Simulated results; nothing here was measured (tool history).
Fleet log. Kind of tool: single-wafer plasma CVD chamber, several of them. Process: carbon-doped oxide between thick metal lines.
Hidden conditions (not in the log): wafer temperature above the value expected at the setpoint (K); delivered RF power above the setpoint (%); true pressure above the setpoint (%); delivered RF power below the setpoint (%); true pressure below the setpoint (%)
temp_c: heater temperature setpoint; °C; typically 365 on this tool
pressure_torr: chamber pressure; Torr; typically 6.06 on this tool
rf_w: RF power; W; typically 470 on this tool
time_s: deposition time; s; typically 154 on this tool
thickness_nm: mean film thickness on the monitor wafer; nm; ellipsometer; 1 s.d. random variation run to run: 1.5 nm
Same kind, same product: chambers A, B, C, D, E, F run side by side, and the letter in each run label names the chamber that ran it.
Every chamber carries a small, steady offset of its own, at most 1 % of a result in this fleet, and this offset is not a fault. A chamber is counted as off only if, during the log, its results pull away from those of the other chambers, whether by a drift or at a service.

run,day,temp_c,pressure_torr,rf_w,time_s,hours since the last thermocouple change,hours since the last RF generator calibration,hours since the last manometer calibration,"read-back reference wafer on the same gauge, thickness_nm",thickness_nm
1E,0.529,365,6.06,470,154,367.9,457.5,382.2,603.97,733.82
2A,0.929,365,6.06,470,154,961,856.7,1376.5,603.98,734.11
3B,1.492,365,6.06,470,154,1352.7,199.5,117.4,604.11,743.16
# day 2: chamber C: RF generator calibrated
4C,2.05,365,6.06,470,154,166.3,1.2,1495.4,603.72,736.82
# day 2.546: chamber D: RF generator calibrated
5D,2.583,365,6.06,470,154,768.9,0.9,1647.6,603.7,745.16
6F,3.071,365,6.06,470,154,710.4,250.3,1234.7,603.99,740.4
7B,3.433,377,6.06,540,154,1399.3,246.1,164,603.99,796.13
# day 3.754: chamber A: capacitance manometer re-zeroed and calibrated
8A,3.896,377,6.06,540,154,1032.2,927.9,3.5,603.68,781.56
# day 4.129: chamber C: capacitance manometer re-zeroed and calibrated
9F,4.233,377,6.06,540,154,738.3,278.2,1262.6,604.19,790.15
10C,4.733,377,6.06,540,154,230.7,65.6,14.5,604.01,787.48
11D,5.238,377,6.06,540,154,832.6,64.6,1711.3,604.06,790.06
12E,5.875,377,6.06,540,154,496.2,585.8,510.5,604.1,781.38
13F,6.254,365,7.54,470,154,786.8,326.7,1311.1,604.09,754.23
14B,6.617,365,7.54,470,154,1475.7,322.5,240.4,603.56,757.74
15A,7.225,365,7.54,470,154,1112.1,1007.8,83.4,603.93,752.18
16C,7.8,365,7.54,470,154,304.3,139.2,88.1,604.01,752.42
17D,8.404,365,7.54,470,154,908.6,140.6,1787.3,604.29,759.19
18E,8.875,365,7.54,470,154,568.2,657.8,582.5,604.15,750.56
19C,9.521,365,6.06,470,154,345.6,180.5,129.4,604.02,736.83
20F,10.079,365,6.06,470,154,878.6,418.5,1402.9,604.14,738.33
21E,10.704,365,6.06,395,154,612.1,701.7,626.4,604.17,649.97
22A,11.075,365,6.06,395,154,1204.5,1100.2,175.8,603.85,648.88
23B,11.7,365,6.06,395,154,1597.7,444.5,362.4,603.98,659.05
24D,12.121,365,6.06,395,154,997.8,229.8,1876.5,604.54,655.7
25A,12.604,365,6.06,395,154,1241.2,1136.9,212.5,604.08,649.65
26F,13.017,365,6.06,395,154,949.1,489,1473.4,604.08,650.89
27D,13.546,365,6.06,470,154,1032,264,1910.7,603.73,743.64
28C,14.162,365,6.06,470,154,457,291.9,240.8,603.67,735.49
29E,14.662,365,6.06,470,154,707.1,796.7,721.4,604.13,735.33
# day 14.779: chamber D: capacitance manometer re-zeroed and calibrated
30B,15.083,365,5.02,470,184,1678.9,525.7,443.6,604.2,869.65
31E,15.612,365,5.02,470,184,729.9,819.5,744.2,603.7,856.38
32C,16.025,365,5.02,470,184,501.7,336.6,285.5,604.29,858.23
33A,16.392,365,5.02,470,184,1332.1,1227.8,303.4,603.93,859.71
34F,17.054,365,5.02,470,184,1046,585.9,1570.3,603.83,859.91
35D,17.504,365,5.02,470,184,1127,359,65.4,603.81,864.52
36B,17.846,365,6.06,470,154,1745.2,592,509.9,604.16,742.93
# day 18.338: chamber F: capacitance manometer re-zeroed and calibrated
37F,18.346,365,6.06,470,154,1077,616.9,0.2,603.83,738.6

Next, every chamber runs the same settings. What will each give?
38A,18.842,365,6.06,470,154,,,,,?
38B,18.842,365,6.06,470,154,,,,,?
38C,18.842,365,6.06,470,154,,,,,?
38D,18.842,365,6.06,470,154,,,,,?
38E,18.842,365,6.06,470,154,,,,,?
38F,18.842,365,6.06,470,154,,,,,?

run,thickness_nm
38A,734.85
38B,744.01
38C,738.3
38D,740.07
38E,733.21
38F,737.86
